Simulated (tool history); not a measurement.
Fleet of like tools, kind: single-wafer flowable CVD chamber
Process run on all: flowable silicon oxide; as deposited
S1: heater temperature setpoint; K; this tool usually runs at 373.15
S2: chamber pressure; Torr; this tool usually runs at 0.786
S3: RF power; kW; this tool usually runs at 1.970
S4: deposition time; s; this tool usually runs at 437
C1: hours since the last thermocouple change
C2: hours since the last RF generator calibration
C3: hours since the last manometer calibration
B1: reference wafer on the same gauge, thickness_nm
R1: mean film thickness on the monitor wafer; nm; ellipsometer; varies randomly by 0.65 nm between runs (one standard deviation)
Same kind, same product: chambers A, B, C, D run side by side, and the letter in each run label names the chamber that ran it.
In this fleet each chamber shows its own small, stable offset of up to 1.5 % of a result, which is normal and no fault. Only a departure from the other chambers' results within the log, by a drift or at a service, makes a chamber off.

run,hour,S1,S2,S3,S4,C1,C2,C3,B1,R1
1A,11.8,373.15,0.786,1.970,437,770.9,108.1,628.8,223.07,258.21
2C,22.2,373.15,0.786,1.970,437,291.7,425.6,540.7,223.01,259.44
3D,32.2,373.15,0.786,1.970,437,2024.9,589.0,1419.3,223.01,257.79
4B,42.7,373.15,0.786,1.970,437,1166.9,1286.3,1533.1,222.99,255.40
5A,55.1,373.15,0.786,1.970,437,814.2,151.4,672.1,223.14,259.02
6C,65.1,373.15,0.786,1.970,437,334.6,468.5,583.6,222.96,259.16
7D,75.5,373.15,0.786,1.970,437,2068.2,632.3,1462.6,223.12,258.04
8B,84.3,373.15,0.786,1.970,437,1208.5,1327.9,1574.7,222.94,256.69
9C,96.0,373.15,0.786,1.970,437,365.5,499.4,614.5,223.02,260.49
10B,104.0,373.15,0.786,1.970,437,1228.2,1347.6,1594.4,223.01,254.66
11A,112.5,373.15,0.786,1.970,437,871.6,208.8,729.5,223.00,258.11
12D,122.1,373.15,0.786,1.970,437,2114.8,678.9,1509.2,222.96,257.63
# hour 125.5: chamber D: thermocouple changed; heater temperature recalibrated
13D,130.4,373.15,0.861,1.630,437,5.0,687.2,1517.5,223.14,281.38
# hour 138.9: chamber D: capacitance manometer re-zeroed and calibrated
14C,142.3,373.15,0.861,1.630,437,411.8,545.7,660.8,223.07,278.60
15A,154.3,373.15,0.861,1.630,437,913.4,250.6,771.3,223.01,277.40
16B,166.0,373.15,0.861,1.630,437,1290.2,1409.6,1656.4,223.08,273.32
17D,171.6,373.15,0.786,1.970,437,46.2,728.4,32.7,222.84,262.83
18A,176.9,373.15,0.786,1.970,437,936.0,273.2,793.9,222.85,258.73
19C,182.5,373.15,0.786,1.970,437,452.0,585.9,701.0,223.01,259.82
20B,191.6,373.15,0.786,1.970,437,1315.8,1435.2,1682.0,222.92,254.90
21A,199.8,373.15,0.786,1.970,437,958.9,296.1,816.8,223.11,258.77
22D,212.2,373.15,0.786,1.970,437,86.8,769.0,73.3,223.08,261.44
23B,222.0,373.15,0.786,1.970,437,1346.2,1465.6,1712.4,223.04,255.36
24C,229.6,373.15,0.786,1.970,437,499.1,633.0,748.1,222.96,260.50
# hour 234.5: chamber B: capacitance manometer re-zeroed and calibrated
25B,238.3,373.15,0.786,1.970,437,1362.5,1481.9,3.9,222.91,255.90
26D,248.0,373.15,0.786,1.970,437,122.6,804.8,109.1,223.23,262.20
27A,256.0,373.15,0.786,1.970,437,1015.1,352.3,873.0,222.95,258.88
28C,261.9,373.15,0.786,1.970,437,531.4,665.3,780.4,223.07,258.91
29B,269.5,373.15,0.786,1.970,437,1393.7,1513.1,35.1,222.82,255.52
30D,277.0,373.15,0.786,1.970,437,151.6,833.8,138.1,222.96,261.79

Has any chamber moved away from the others, gradually or after a service, or does the common gauge drift, or do the chambers differ only by their own small steady offsets? State the chamber and the most likely cause if one applies.

After it was serviced, chamber D no longer matches the other chambers.
What lies behind it: wafer temperature below the value expected at the setpoint (K) = 0.516.

Here are 4 candidates for chamber D's next run, each the usual settings with a change, their results left as question marks. Which one brings its results back in line with what the others give on the usual settings?
A result is in line if it is within this distance of the other chambers' mean on the usual settings: R1 2.20 nm
31D-1,285.8,373.15,0.793,1.970,439,,,,,?
31D-2,285.8,373.15,0.776,1.970,437,,,,,?
31D-3,285.8,373.15,0.806,1.975,437,,,,,?
31D-4,285.8,373.15,0.786,1.970,423,,,,,?

Other chambers, usual settings, mean: R1 258.08 nm
run,R1
31D-1,266.39
31D-2,257.85
31D-3,270.89
31D-4,253.75
31D-2 puts the chamber back in line with the other chambers.

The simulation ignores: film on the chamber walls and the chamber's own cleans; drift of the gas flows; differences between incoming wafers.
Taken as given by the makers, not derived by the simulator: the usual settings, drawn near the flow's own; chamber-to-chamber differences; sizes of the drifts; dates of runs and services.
